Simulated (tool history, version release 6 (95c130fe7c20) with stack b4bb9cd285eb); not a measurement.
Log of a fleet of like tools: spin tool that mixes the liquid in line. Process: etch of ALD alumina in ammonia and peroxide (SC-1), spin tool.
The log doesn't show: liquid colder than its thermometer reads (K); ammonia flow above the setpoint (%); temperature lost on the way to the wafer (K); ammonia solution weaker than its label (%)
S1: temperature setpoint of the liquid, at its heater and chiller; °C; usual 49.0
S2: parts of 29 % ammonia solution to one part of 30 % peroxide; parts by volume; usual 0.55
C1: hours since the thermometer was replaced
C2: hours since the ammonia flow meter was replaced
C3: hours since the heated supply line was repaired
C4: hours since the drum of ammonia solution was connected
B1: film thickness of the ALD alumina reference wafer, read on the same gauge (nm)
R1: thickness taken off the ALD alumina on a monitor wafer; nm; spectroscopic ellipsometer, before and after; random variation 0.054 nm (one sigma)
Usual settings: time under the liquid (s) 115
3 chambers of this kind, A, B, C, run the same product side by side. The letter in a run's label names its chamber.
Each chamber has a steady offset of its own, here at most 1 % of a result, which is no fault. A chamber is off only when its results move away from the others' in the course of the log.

{"hour": 2.7, "done": "chamber B: ammonia flow meter replaced"}
{"hour": 7.1, "done": "chamber A: ammonia flow meter replaced"}
{"run": "1B", "hour": 9.3, "S1": 49.0, "S2": 0.55, "time under the liquid (s)": 115, "C1": 559.1, "C2": 6.6, "C3": 1316.5, "C4": 408.1, "B1": 120.0, "R1": 6.3786}
{"run": "2C", "hour": 22.5, "S1": 49.0, "S2": 0.55, "time under the liquid (s)": 115, "C1": 1408.8, "C2": 1067.1, "C3": 955.8, "C4": 394.5, "B1": 120.0, "R1": 6.3848}
{"hour": 24.1, "done": "chamber B: new drum of ammonia solution connected"}
{"run": "3A", "hour": 30.8, "S1": 49.0, "S2": 0.55, "time under the liquid (s)": 115, "C1": 419.0, "C2": 23.8, "C3": 224.5, "C4": 87.7, "B1": 120.03, "R1": 6.5162}
{"run": "4A", "hour": 46.0, "S1": 49.0, "S2": 0.55, "time under the liquid (s)": 115, "C1": 434.2, "C2": 39.0, "C3": 239.7, "C4": 102.9, "B1": 119.97, "R1": 6.4904}
{"run": "5C", "hour": 55.9, "S1": 49.0, "S2": 0.55, "time under the liquid (s)": 115, "C1": 1442.2, "C2": 1100.5, "C3": 989.2, "C4": 427.9, "B1": 119.96, "R1": 6.4841}
{"run": "6B", "hour": 64.1, "S1": 49.0, "S2": 0.55, "time under the liquid (s)": 115, "C1": 613.9, "C2": 61.4, "C3": 1371.3, "C4": 40.0, "B1": 119.99, "R1": 6.5607}
{"run": "7C", "hour": 77.6, "S1": 49.0, "S2": 0.55, "time under the liquid (s)": 115, "C1": 1463.9, "C2": 1122.2, "C3": 1010.9, "C4": 449.6, "B1": 120.0, "R1": 6.466}
{"run": "8B", "hour": 91.9, "S1": 49.0, "S2": 0.55, "time under the liquid (s)": 115, "C1": 641.7, "C2": 89.2, "C3": 1399.1, "C4": 67.8, "B1": 120.01, "R1": 6.3764}
{"run": "9A", "hour": 107.3, "S1": 49.0, "S2": 0.55, "time under the liquid (s)": 115, "C1": 495.5, "C2": 100.3, "C3": 301.0, "C4": 164.2, "B1": 119.98, "R1": 6.4798}
{"run": "10C", "hour": 119.4, "S1": 49.0, "S2": 0.55, "time under the liquid (s)": 115, "C1": 1505.7, "C2": 1164.0, "C3": 1052.7, "C4": 491.4, "B1": 120.0, "R1": 6.4978}
{"run": "11B", "hour": 127.2, "S1": 49.0, "S2": 0.55, "time under the liquid (s)": 115, "C1": 677.0, "C2": 124.5, "C3": 1434.4, "C4": 103.1, "B1": 120.0, "R1": 6.2932}
{"hour": 130.4, "done": "chamber C: new drum of ammonia solution connected"}
{"run": "12A", "hour": 137.0, "S1": 53.5, "S2": 0.55, "time under the liquid (s)": 160, "C1": 525.2, "C2": 130.0, "C3": 330.7, "C4": 193.9, "B1": 120.01, "R1": 11.432}
{"run": "13A", "hour": 150.9, "S1": 53.5, "S2": 0.55, "time under the liquid (s)": 160, "C1": 539.1, "C2": 143.9, "C3": 344.6, "C4": 207.8, "B1": 119.99, "R1": 11.575}
{"run": "14B", "hour": 163.5, "S1": 53.5, "S2": 0.55, "time under the liquid (s)": 160, "C1": 713.3, "C2": 160.8, "C3": 1470.7, "C4": 139.4, "B1": 120.0, "R1": 11.08}
{"run": "15C", "hour": 173.3, "S1": 49.0, "S2": 0.55, "time under the liquid (s)": 115, "C1": 1559.6, "C2": 1217.9, "C3": 1106.6, "C4": 43.0, "B1": 119.99, "R1": 6.5403}
{"run": "16B", "hour": 188.0, "S1": 49.0, "S2": 0.55, "time under the liquid (s)": 115, "C1": 737.8, "C2": 185.3, "C3": 1495.2, "C4": 163.9, "B1": 120.0, "R1": 6.1835}
{"run": "17C", "hour": 196.0, "S1": 49.0, "S2": 0.55, "time under the liquid (s)": 115, "C1": 1582.3, "C2": 1240.6, "C3": 1129.3, "C4": 65.7, "B1": 120.0, "R1": 6.5468}
{"run": "18A", "hour": 210.3, "S1": 49.0, "S2": 0.8, "time under the liquid (s)": 90, "C1": 598.5, "C2": 203.3, "C3": 404.0, "C4": 267.2, "B1": 120.0, "R1": 5.2273}
{"run": "19B", "hour": 222.5, "S1": 49.0, "S2": 0.8, "time under the liquid (s)": 90, "C1": 772.3, "C2": 219.8, "C3": 1529.7, "C4": 198.4, "B1": 120.01, "R1": 4.9097}
{"run": "20C", "hour": 229.7, "S1": 49.0, "S2": 0.8, "time under the liquid (s)": 90, "C1": 1616.0, "C2": 1274.3, "C3": 1163.0, "C4": 99.4, "B1": 120.01, "R1": 5.3064}
{"run": "21A", "hour": 244.8, "S1": 49.0, "S2": 0.55, "time under the liquid (s)": 115, "C1": 633.0, "C2": 237.8, "C3": 438.5, "C4": 301.7, "B1": 119.99, "R1": 6.37}
{"run": "22B", "hour": 254.5, "S1": 42.5, "S2": 0.55, "time under the liquid (s)": 115, "C1": 804.3, "C2": 251.8, "C3": 1561.7, "C4": 230.4, "B1": 120.02, "R1": 4.1494}

All 3 chambers run these settings next. Forecast each chamber's results:
{"run": "23A", "hour": 266.1, "S1": 49.0, "S2": 0.65, "time under the liquid (s)": 115, "R1": "?"}
{"run": "23B", "hour": 266.1, "S1": 49.0, "S2": 0.65, "time under the liquid (s)": 115, "R1": "?"}
{"run": "23C", "hour": 266.1, "S1": 49.0, "S2": 0.65, "time under the liquid (s)": 115, "R1": "?"}

run=23A R1=6.4276
run=23B R1=6.0171
run=23C R1=6.5215
